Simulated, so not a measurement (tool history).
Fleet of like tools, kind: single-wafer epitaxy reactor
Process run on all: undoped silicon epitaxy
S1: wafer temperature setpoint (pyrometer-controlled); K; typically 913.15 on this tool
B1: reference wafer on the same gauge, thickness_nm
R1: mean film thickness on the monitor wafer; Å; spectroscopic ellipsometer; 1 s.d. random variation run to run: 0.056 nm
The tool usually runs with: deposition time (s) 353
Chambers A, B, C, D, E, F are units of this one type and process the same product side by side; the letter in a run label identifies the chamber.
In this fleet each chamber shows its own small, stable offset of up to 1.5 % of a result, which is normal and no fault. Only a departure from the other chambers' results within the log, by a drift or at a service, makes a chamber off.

{"run": "1D", "day": 0.392, "S1": 913.15, "deposition time (s)": 353, "B1": 55.312, "R1": 471.56}
{"run": "2B", "day": 0.8, "S1": 913.15, "deposition time (s)": 353, "B1": 55.318, "R1": 477.49}
{"run": "3C", "day": 1.146, "S1": 913.15, "deposition time (s)": 353, "B1": 55.32, "R1": 473.56}
{"run": "4F", "day": 1.6, "S1": 913.15, "deposition time (s)": 353, "B1": 55.316, "R1": 470.65}
{"run": "5A", "day": 1.95, "S1": 913.15, "deposition time (s)": 353, "B1": 55.319, "R1": 474.57}
{"run": "6E", "day": 2.442, "S1": 913.15, "deposition time (s)": 353, "B1": 55.346, "R1": 476.6}
{"run": "7B", "day": 2.721, "S1": 913.15, "deposition time (s)": 353, "B1": 55.336, "R1": 477.92}
{"run": "8A", "day": 3.238, "S1": 918.15, "deposition time (s)": 353, "B1": 55.359, "R1": 530.34}
{"run": "9C", "day": 3.483, "S1": 918.15, "deposition time (s)": 353, "B1": 55.343, "R1": 527.59}
{"run": "10F", "day": 3.758, "S1": 918.15, "deposition time (s)": 353, "B1": 55.354, "R1": 525.45}
{"run": "11E", "day": 4.112, "S1": 918.15, "deposition time (s)": 353, "B1": 55.367, "R1": 532.91}
{"run": "12D", "day": 4.504, "S1": 918.15, "deposition time (s)": 353, "B1": 55.379, "R1": 527.89}
{"run": "13F", "day": 4.804, "S1": 918.15, "deposition time (s)": 353, "B1": 55.386, "R1": 525.22}
{"run": "14C", "day": 5.346, "S1": 913.15, "deposition time (s)": 353, "B1": 55.392, "R1": 475.1}
{"run": "15D", "day": 5.596, "S1": 913.15, "deposition time (s)": 353, "B1": 55.373, "R1": 472.21}
{"run": "16E", "day": 6.021, "S1": 922.15, "deposition time (s)": 288, "B1": 55.398, "R1": 474.64}
{"run": "17B", "day": 6.5, "S1": 922.15, "deposition time (s)": 288, "B1": 55.406, "R1": 475.85}
{"run": "18A", "day": 6.742, "S1": 922.15, "deposition time (s)": 288, "B1": 55.414, "R1": 472.46}
{"run": "19C", "day": 7.162, "S1": 922.15, "deposition time (s)": 288, "B1": 55.413, "R1": 470.48}
{"run": "20F", "day": 7.638, "S1": 922.15, "deposition time (s)": 288, "B1": 55.415, "R1": 466.91}
{"run": "21A", "day": 8.121, "S1": 922.15, "deposition time (s)": 288, "B1": 55.44, "R1": 473.47}
{"run": "22B", "day": 8.617, "S1": 913.15, "deposition time (s)": 353, "B1": 55.424, "R1": 478.18}
{"run": "23E", "day": 8.862, "S1": 913.15, "deposition time (s)": 353, "B1": 55.433, "R1": 478.16}
{"run": "24D", "day": 9.175, "S1": 913.15, "deposition time (s)": 353, "B1": 55.441, "R1": 472.78}
{"run": "25F", "day": 9.692, "S1": 913.15, "deposition time (s)": 353, "B1": 55.457, "R1": 471.74}
{"run": "26C", "day": 10.2, "S1": 913.15, "deposition time (s)": 353, "B1": 55.452, "R1": 474.44}
{"run": "27B", "day": 10.671, "S1": 913.15, "deposition time (s)": 403, "B1": 55.468, "R1": 546.31}
{"run": "28D", "day": 11.058, "S1": 913.15, "deposition time (s)": 403, "B1": 55.468, "R1": 538.06}
{"run": "29E", "day": 11.412, "S1": 913.15, "deposition time (s)": 403, "B1": 55.477, "R1": 545.69}
{"run": "30A", "day": 11.75, "S1": 913.15, "deposition time (s)": 403, "B1": 55.482, "R1": 544.32}
{"run": "31D", "day": 12.112, "S1": 913.15, "deposition time (s)": 403, "B1": 55.483, "R1": 539.33}
{"run": "32B", "day": 12.492, "S1": 913.15, "deposition time (s)": 403, "B1": 55.522, "R1": 546.63}
{"run": "33C", "day": 12.833, "S1": 913.15, "deposition time (s)": 353, "B1": 55.502, "R1": 474.96}
{"run": "34E", "day": 13.221, "S1": 907.15, "deposition time (s)": 289, "B1": 55.521, "R1": 343.64}
{"run": "35A", "day": 13.525, "S1": 907.15, "deposition time (s)": 289, "B1": 55.509, "R1": 340.2}
{"run": "36F", "day": 13.942, "S1": 907.15, "deposition time (s)": 289, "B1": 55.519, "R1": 338.12}
{"run": "37D", "day": 14.179, "S1": 907.15, "deposition time (s)": 289, "B1": 55.524, "R1": 338.59}
{"run": "38F", "day": 14.55, "S1": 907.15, "deposition time (s)": 289, "B1": 55.526, "R1": 338.39}
{"run": "39C", "day": 14.817, "S1": 907.15, "deposition time (s)": 289, "B1": 55.55, "R1": 341.23}
{"run": "40A", "day": 15.262, "S1": 913.15, "deposition time (s)": 353, "B1": 55.532, "R1": 476.07}
{"run": "41E", "day": 15.538, "S1": 913.15, "deposition time (s)": 353, "B1": 55.544, "R1": 478.35}
{"run": "42B", "day": 15.825, "S1": 913.15, "deposition time (s)": 353, "B1": 55.534, "R1": 478.98}
{"run": "43A", "day": 16.308, "S1": 913.15, "deposition time (s)": 353, "B1": 55.567, "R1": 476.74}

Is one chamber out of step, is the gauge drifting, or do the chambers differ by no more than their own small offsets? For an off chamber, give its letter and the likeliest cause.

None of the chambers is off. What moves is the gauge, dragging all their readings along together.
Most likely cause: gauge reads high (%) = 0.479.

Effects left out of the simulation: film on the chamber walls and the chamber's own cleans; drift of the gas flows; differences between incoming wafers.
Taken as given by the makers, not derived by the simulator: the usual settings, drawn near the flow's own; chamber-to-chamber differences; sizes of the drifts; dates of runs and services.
